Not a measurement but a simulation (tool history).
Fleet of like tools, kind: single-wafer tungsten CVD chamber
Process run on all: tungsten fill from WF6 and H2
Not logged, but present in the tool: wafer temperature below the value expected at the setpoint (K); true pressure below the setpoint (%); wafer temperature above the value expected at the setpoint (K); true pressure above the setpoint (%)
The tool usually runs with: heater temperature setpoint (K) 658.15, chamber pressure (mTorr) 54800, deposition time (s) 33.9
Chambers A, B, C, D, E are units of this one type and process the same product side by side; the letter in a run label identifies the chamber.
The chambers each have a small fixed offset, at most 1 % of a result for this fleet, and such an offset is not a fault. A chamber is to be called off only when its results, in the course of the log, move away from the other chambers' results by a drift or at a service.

run,hour,heater temperature setpoint (K),chamber pressure (mTorr),deposition time (s),hours since the last thermocouple change,hours since the last manometer calibration,"read-back reference wafer on the same gauge, thickness_nm",mean film thickness on the monitor wafer (Å)
1D,5.4,658.15,54800,33.9,2074.0,493.7,101.81,976.28
2C,11.2,658.15,54800,33.9,606.3,486.0,101.78,979.33
3A,15.3,658.15,54800,33.9,1343.5,373.3,101.76,971.23
4B,18.7,658.15,54800,33.9,729.7,1330.8,101.79,986.17
5E,24.8,658.15,48700,38.3,1864.7,471.9,101.82,1047.00
6C,30.0,658.15,48700,38.3,625.1,504.8,101.79,1045.60
7D,34.3,658.15,48700,38.3,2102.9,522.6,101.83,1049.30
8B,40.7,658.15,48700,38.3,751.7,1352.8,101.85,1052.30
9E,47.6,658.15,48700,38.3,1887.5,494.7,101.77,1046.00
10A,53.7,658.15,54800,33.9,1381.9,411.7,101.81,970.97
11D,59.8,658.15,54800,33.9,2128.4,548.1,101.87,974.26
12B,63.8,658.15,54800,33.9,774.8,1375.9,101.84,985.94
13E,68.1,672.15,45700,33.9,1908.0,515.2,101.82,1172.40
14A,74.2,672.15,45700,33.9,1402.4,432.2,101.72,1170.60
15C,79.7,672.15,45700,33.9,674.8,554.5,101.77,1180.20
16E,83.5,672.15,45700,33.9,1923.4,530.6,101.78,1175.50
17B,87.2,672.15,45700,33.9,798.2,1399.3,101.77,1183.10
18A,90.8,658.15,54800,33.9,1419.0,448.8,101.78,973.15
19D,96.9,658.15,54800,33.9,2165.5,585.2,101.83,973.29
20C,100.6,658.15,54800,33.9,695.7,575.4,101.75,975.66
21B,104.2,658.15,54800,33.9,815.2,1416.3,101.81,983.64
22D,108.9,658.15,54800,33.9,2177.5,597.2,101.85,976.13
23E,113.1,658.15,54800,33.9,1953.0,560.2,101.74,978.32
24A,117.7,658.15,54800,33.9,1445.9,475.7,101.77,967.19
25C,121.2,668.15,54800,30.8,716.3,596.0,101.83,1082.60
26B,125.9,668.15,54800,30.8,836.9,1438.0,101.76,1090.70
27A,132.5,668.15,54800,30.8,1460.7,490.5,101.86,1061.10
28C,136.9,668.15,54800,30.8,732.0,611.7,101.76,1083.30
29E,142.0,668.15,54800,30.8,1981.9,589.1,101.80,1074.00
30D,145.1,658.15,54800,33.9,2213.7,633.4,101.78,978.14
31D,149.3,658.15,54800,33.9,2217.9,637.6,101.84,974.96
32C,155.7,658.15,47900,37.0,750.8,630.5,101.85,1002.80
33E,161.4,658.15,47900,37.0,2001.3,608.5,101.73,1007.00
34B,167.1,658.15,47900,37.0,878.1,1479.2,101.78,1014.70
35A,172.1,658.15,47900,37.0,1500.3,530.1,101.79,977.32
36E,178.9,658.15,47900,37.0,2018.8,626.0,101.89,1000.30
37C,185.7,658.15,54800,33.9,780.8,660.5,101.80,977.32
38A,191.9,658.15,54800,33.9,1520.1,549.9,101.75,950.03
39B,197.0,658.15,54800,33.9,908.0,1509.1,101.75,985.63
40D,200.6,658.15,54800,33.9,2269.2,688.9,101.83,978.76
41E,206.2,651.15,54800,36.1,2046.1,653.3,101.77,903.54
42D,212.4,651.15,54800,36.1,2281.0,700.7,101.80,901.57

All 5 chambers run these settings next. Forecast each chamber's results:
43A,217.3,658.15,54800,39.1,,,,?
43B,217.3,658.15,54800,39.1,,,,?
43C,217.3,658.15,54800,39.1,,,,?
43D,217.3,658.15,54800,39.1,,,,?
43E,217.3,658.15,54800,39.1,,,,?

run,mean film thickness on the monitor wafer (Å)
43A,1088.60
43B,1139.80
43C,1127.10
43D,1132.50
43E,1123.90

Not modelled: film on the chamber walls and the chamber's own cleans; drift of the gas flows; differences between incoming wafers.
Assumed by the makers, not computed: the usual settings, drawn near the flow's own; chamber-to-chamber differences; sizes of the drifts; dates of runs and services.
